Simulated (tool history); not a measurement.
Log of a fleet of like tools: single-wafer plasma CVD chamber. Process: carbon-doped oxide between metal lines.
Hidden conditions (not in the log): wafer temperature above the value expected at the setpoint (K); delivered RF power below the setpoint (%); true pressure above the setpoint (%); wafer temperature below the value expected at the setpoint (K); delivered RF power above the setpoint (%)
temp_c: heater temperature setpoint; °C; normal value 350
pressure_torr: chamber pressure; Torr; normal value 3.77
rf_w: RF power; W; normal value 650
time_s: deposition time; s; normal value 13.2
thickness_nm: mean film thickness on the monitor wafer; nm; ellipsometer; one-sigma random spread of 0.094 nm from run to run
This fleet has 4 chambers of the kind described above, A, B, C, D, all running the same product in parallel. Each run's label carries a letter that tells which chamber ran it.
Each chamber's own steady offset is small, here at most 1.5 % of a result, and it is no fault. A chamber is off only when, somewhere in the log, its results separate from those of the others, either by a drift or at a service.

run	hour	temp_c	pressure_torr	rf_w	time_s	hours since the last thermocouple change	hours since the last RF generator calibration	hours since the last manometer calibration	read-back reference wafer on the same gauge, thickness_nm	thickness_nm
1B	9.5	350	3.77	650	13.2	879.1	386.5	579.8	78.62	78.669
2D	15.5	350	3.77	650	13.2	1960.1	1252.3	1655.5	78.632	76.836
3C	25.8	350	3.77	650	13.2	294.4	1061.2	88.8	78.616	77.58
4A	34.3	350	3.77	650	13.2	741.3	705.8	823.4	78.657	77.332
5C	39.5	350	3.77	650	13.2	308.1	1074.9	102.5	78.701	77.569
6D	48.8	350	3.77	650	13.2	1993.4	1285.6	1688.8	78.703	76.761
7A	55.7	350	3.34	650	13.2	762.7	727.2	844.8	78.698	76.377
8B	66.3	350	3.34	650	13.2	935.9	443.3	636.6	78.716	77.677
9A	76.1	350	3.34	650	13.2	783.1	747.6	865.2	78.724	76.293
# hour 85.4: chamber C: RF generator calibrated
10D	86.3	350	3.34	650	13.2	2030.9	1323.1	1726.3	78.741	75.968
11B	91.5	350	3.77	650	13.2	961.1	468.5	661.8	78.722	78.643
12C	98.8	350	3.77	650	13.2	367.4	13.4	161.8	78.753	77.649
13D	108.5	350	3.77	700	13.2	2053.1	1345.3	1748.5	78.781	80.525
14B	113.7	350	3.77	700	13.2	983.3	490.7	684	78.799	82.196
15A	121.4	350	3.77	700	13.2	828.4	792.9	910.5	78.77	80.687
16C	130.6	350	3.77	700	13.2	399.2	45.2	193.6	78.815	80.99
17A	138.8	350	3.77	650	13.2	845.8	810.3	927.9	78.818	77.392
18C	144.8	350	3.77	650	13.2	413.4	59.4	207.8	78.821	77.472
19D	151.8	350	3.77	650	13.2	2096.4	1388.6	1791.8	78.853	77.093
20B	158.5	357	3.77	650	13.2	1028.1	535.5	728.8	78.849	77.13
21D	164.2	357	3.77	650	13.2	2108.8	1401	1804.2	78.841	75.625
22B	169.5	357	3.77	650	13.2	1039.1	546.5	739.8	78.884	77.373
23C	177.4	357	3.77	650	13.2	446	92	240.4	78.903	76.275
24A	184.1	350	3.77	650	13.2	891.1	855.6	973.2	78.869	77.501
25D	193.1	350	3.77	650	13.2	2137.7	1429.9	1833.1	78.917	76.989
26A	202.5	350	3.77	540	13.2	909.5	874	991.6	78.921	69.243
27B	208.2	350	3.77	540	13.2	1077.8	585.2	778.5	78.926	70.233
28C	214.7	350	3.77	540	13.2	483.3	129.3	277.7	78.924	69.131
29C	221.2	350	3.77	540	13.2	489.8	135.8	284.2	78.954	69.209
30A	229.4	350	4.24	600	13.2	936.4	900.9	1018.5	78.946	74.865
31B	234.4	350	4.24	600	13.2	1104	611.4	804.7	78.969	75.987
32D	241.4	350	4.24	600	13.2	2186	1478.2	1881.4	78.979	74.57
33D	246.7	350	4.24	600	13.2	2191.3	1483.5	1886.7	78.967	74.659

All 4 chambers run these settings next. Forecast each chamber's results:
34A	254.5	350	3.77	650	14.5					?
34B	254.5	350	3.77	650	14.5					?
34C	254.5	350	3.77	650	14.5					?
34D	254.5	350	3.77	650	14.5					?

run	thickness_nm
34A	85.208
34B	86.469
34C	85.423
34D	84.632
